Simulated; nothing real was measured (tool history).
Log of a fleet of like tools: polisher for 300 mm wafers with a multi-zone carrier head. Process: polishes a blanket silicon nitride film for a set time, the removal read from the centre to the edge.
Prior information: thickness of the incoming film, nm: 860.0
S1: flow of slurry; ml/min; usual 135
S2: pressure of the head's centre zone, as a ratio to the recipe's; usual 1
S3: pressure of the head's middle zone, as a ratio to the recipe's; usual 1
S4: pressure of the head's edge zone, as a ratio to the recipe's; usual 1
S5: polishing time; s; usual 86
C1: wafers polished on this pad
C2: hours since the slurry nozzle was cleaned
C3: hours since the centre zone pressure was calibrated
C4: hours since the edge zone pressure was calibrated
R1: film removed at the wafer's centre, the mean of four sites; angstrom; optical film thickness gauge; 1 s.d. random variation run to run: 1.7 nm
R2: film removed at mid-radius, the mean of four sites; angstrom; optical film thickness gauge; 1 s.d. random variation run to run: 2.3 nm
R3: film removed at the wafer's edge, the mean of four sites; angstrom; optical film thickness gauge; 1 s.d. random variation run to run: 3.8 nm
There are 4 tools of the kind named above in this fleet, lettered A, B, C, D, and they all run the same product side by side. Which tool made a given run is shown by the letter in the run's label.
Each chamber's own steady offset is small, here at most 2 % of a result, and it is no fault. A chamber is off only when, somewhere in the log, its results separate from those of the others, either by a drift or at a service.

At hour 2.3: chamber A: worn pad replaced by a new one.
Run 1C, hour 8.3: usual settings; C1 377; C2 200.4; C3 302.1; C4 776.5. Result: R1 2526.4 angstrom, R2 2575.3 angstrom, R3 2500.9 angstrom.
Run 2D, hour 15.1: usual settings; C1 382; C2 285.1; C3 83.7; C4 1067.5. Result: R1 2553.6 angstrom, R2 2559.3 angstrom, R3 2532.2 angstrom.
Run 3B, hour 25: usual settings; C1 573; C2 279.1; C3 59.7; C4 429. Result: R1 2557.8 angstrom, R2 2531.5 angstrom, R3 2414.8 angstrom.
At hour 27: chamber B: worn pad replaced by a new one.
Run 4A, hour 35.2: usual settings; C1 243; C2 601; C3 733.9; C4 840.8. Result: R1 2560.8 angstrom, R2 2566.5 angstrom, R3 2559.8 angstrom.
At hour 40.4: chamber D: edge zone pressure recalibrated.
Run 5D, hour 43: usual settings; C1 588; C2 313; C3 111.6; C4 2.7. Result: R1 2546.4 angstrom, R2 2531.4 angstrom, R3 2600.5 angstrom.
Run 6B, hour 54.8: usual settings but S1 100 ml/min; C1 205; C2 308.9; C3 89.5; C4 458.8. Result: R1 2288.8 angstrom, R2 2396.4 angstrom, R3 2347.6 angstrom.
At hour 56.5: chamber D: worn pad replaced by a new one.
Run 7A, hour 61.9: usual settings but S1 100 ml/min; C1 440; C2 627.7; C3 760.6; C4 867.5. Result: R1 2361.7 angstrom, R2 2382 angstrom, R3 2436.8 angstrom.
Run 8C, hour 73.8: usual settings but S1 100 ml/min; C1 860; C2 265.9; C3 367.6; C4 842. Result: R1 2342.6 angstrom, R2 2371.1 angstrom, R3 2499.4 angstrom.
Run 9B, hour 81.4: usual settings but S1 100 ml/min; C1 401; C2 335.5; C3 116.1; C4 485.4. Result: R1 2320.1 angstrom, R2 2386.7 angstrom, R3 2344.3 angstrom.
Run 10D, hour 87.7: usual settings; C1 230; C2 357.7; C3 156.3; C4 47.4. Result: R1 2572.5 angstrom, R2 2513.6 angstrom, R3 2550.9 angstrom.
At hour 91.5: chamber B: worn pad replaced by a new one.
Run 11A, hour 95: usual settings; C1 684; C2 660.8; C3 793.7; C4 900.6. Result: R1 2551.1 angstrom, R2 2559.5 angstrom, R3 2540.9 angstrom.
Run 12C, hour 103.2: usual settings; C1 1077; C2 295.3; C3 397; C4 871.4. Result: R1 2523 angstrom, R2 2549.6 angstrom, R3 2509.9 angstrom.
Run 13B, hour 111.3: usual settings; C1 146; C2 365.4; C3 146; C4 515.3. Result: R1 2547 angstrom, R2 2553 angstrom, R3 2475.9 angstrom.
Run 14D, hour 125.5: usual settings; C1 509; C2 395.5; C3 194.1; C4 85.2. Result: R1 2525.6 angstrom, R2 2533.7 angstrom, R3 2500.6 angstrom.
At hour 127.2: chamber D: worn pad replaced by a new one.
At hour 131.6: chamber C: worn pad replaced by a new one.
Run 15C, hour 136: usual settings; C1 33; C2 328.1; C3 429.8; C4 904.2. Result: R1 2520.6 angstrom, R2 2556.3 angstrom, R3 2495.4 angstrom.
At hour 141.6: chamber A: worn pad replaced by a new one.
Run 16A, hour 142.4: usual settings; C1 6; C2 708.2; C3 841.1; C4 948. Result: R1 2557.5 angstrom, R2 2550.5 angstrom, R3 2539 angstrom.
Run 17B, hour 149.9: usual settings but S2 1.09, S3 0.89; C1 431; C2 404; C3 184.6; C4 553.9. Result: R1 2773.5 angstrom, R2 2317.1 angstrom, R3 2433.8 angstrom.
At hour 153.1: chamber A: slurry nozzle cleaned.
Run 18D, hour 163.7: usual settings but S2 1.09, S3 0.89; C1 269; C2 433.7; C3 232.3; C4 123.4. Result: R1 2793.9 angstrom, R2 2284.1 angstrom, R3 2530.4 angstrom.
At hour 166.7: chamber B: worn pad replaced by a new one.
Run 19A, hour 177.9: usual settings but S2 1.09, S3 0.89; C1 268; C2 24.8; C3 876.6; C4 983.5. Result: R1 2797.4 angstrom, R2 2320 angstrom, R3 2568.1 angstrom.
Run 20C, hour 184.9: usual settings but S2 1.09, S3 0.89; C1 393; C2 377; C3 478.7; C4 953.1. Result: R1 2780.1 angstrom, R2 2296.5 angstrom, R3 2593.5 angstrom.
Run 21B, hour 194: usual settings; C1 201; C2 448.1; C3 228.7; C4 598. Result: R1 2549.5 angstrom, R2 2553.7 angstrom, R3 2489.8 angstrom.
Run 22C, hour 205.6: usual settings; C1 546; C2 397.7; C3 499.4; C4 973.8. Result: R1 2517.8 angstrom, R2 2544.6 angstrom, R3 2512.7 angstrom.
At hour 214.1: chamber D: worn pad replaced by a new one.
Run 23D, hour 216: usual settings; C1 14; C2 486; C3 284.6; C4 175.7. Result: R1 2533.1 angstrom, R2 2549.1 angstrom, R3 2582.4 angstrom.
Run 24A, hour 224.6: usual settings; C1 612; C2 71.5; C3 923.3; C4 1030.2. Result: R1 2556.5 angstrom, R2 2587.3 angstrom, R3 2553.8 angstrom.
At hour 232.1: chamber B: worn pad replaced by a new one.
Run 25A, hour 237.9: usual settings; C1 710; C2 84.8; C3 936.6; C4 1043.5. Result: R1 2565 angstrom, R2 2531.5 angstrom, R3 2603.4 angstrom.
Run 26C, hour 250.1: usual settings; C1 874; C2 442.2; C3 543.9; C4 1018.3. Result: R1 2507.4 angstrom, R2 2556.7 angstrom, R3 2503.7 angstrom.
Run 27D, hour 260.1: usual settings but S1 150 ml/min; C1 339; C2 530.1; C3 328.7; C4 219.8. Result: R1 2598.9 angstrom, R2 2602.7 angstrom, R3 2622.8 angstrom.
Run 28B, hour 270.6: usual settings but S1 150 ml/min; C1 284; C2 524.7; C3 305.3; C4 674.6. Result: R1 2579.4 angstrom, R2 2606.1 angstrom, R3 2498.7 angstrom.
At hour 280.7: chamber A: worn pad replaced by a new one.
Run 29B, hour 284.5: usual settings but S1 150 ml/min; C1 386; C2 538.6; C3 319.2; C4 688.5. Result: R1 2578 angstrom, R2 2636.6 angstrom, R3 2548.5 angstrom.
Run 30A, hour 294: usual settings but S1 150 ml/min; C1 98; C2 140.9; C3 992.7; C4 1099.6. Result: R1 2617.4 angstrom, R2 2594.3 angstrom, R3 2595.5 angstrom.
Run 31D, hour 300.5: usual settings but S5 74 s; C1 637; C2 570.5; C3 369.1; C4 260.2. Result: R1 2180.4 angstrom, R2 2221.4 angstrom, R3 2177 angstrom.
At hour 301.2: chamber B: worn pad replaced by a new one.
At hour 306.1: chamber D: worn pad replaced by a new one.
Run 32C, hour 313.6: usual settings but S5 74 s; C1 1342; C2 505.7; C3 607.4; C4 1081.8. Result: R1 2179.5 angstrom, R2 2174.8 angstrom, R3 2198.2 angstrom.
At hour 320.1: chamber C: worn pad replaced by a new one.
Run 33D, hour 325.8: usual settings but S5 74 s; C1 146; C2 595.8; C3 394.4; C4 285.5. Result: R1 2187.4 angstrom, R2 2220.2 angstrom, R3 2161.1 angstrom.
Run 34B, hour 338.4: usual settings but S5 74 s; C1 274; C2 592.5; C3 373.1; C4 742.4. Result: R1 2181.4 angstrom, R2 2151.4 angstrom, R3 2143.4 angstrom.
Run 35A, hour 347.3: usual settings; C1 491; C2 194.2; C3 1046; C4 1152.9. Result: R1 2520.2 angstrom, R2 2556.3 angstrom, R3 2519.6 angstrom.
At hour 347.4: chamber C: slurry nozzle cleaned.
Run 36C, hour 356.5: usual settings; C1 269; C2 9.2; C3 650.3; C4 1124.7. Result: R1 2560.4 angstrom, R2 2566.6 angstrom, R3 2538.8 angstrom.
Run 37D, hour 367.3: usual settings; C1 452; C2 637.3; C3 435.9; C4 327. Result: R1 2557.8 angstrom, R2 2550.7 angstrom, R3 2630.4 angstrom.

All chambers now run identical settings, listed one chamber a line with results as question marks. What results will each chamber show?
Run 38A, hour 377.6: usual settings but S2 0.89. Result: R1 ?, R2 ?, R3 ?.
Run 38B, hour 377.6: usual settings but S2 0.89. Result: R1 ?, R2 ?, R3 ?.
Run 38C, hour 377.6: usual settings but S2 0.89. Result: R1 ?, R2 ?, R3 ?.
Run 38D, hour 377.6: usual settings but S2 0.89. Result: R1 ?, R2 ?, R3 ?.

run      R1      R2      R3
38A  2220.7  2562.6  2617.5
38B  2252.6  2538.2  2490.8
38C  2224.1  2598.9  2572.9
38D  2234.4  2530.6  2546.4
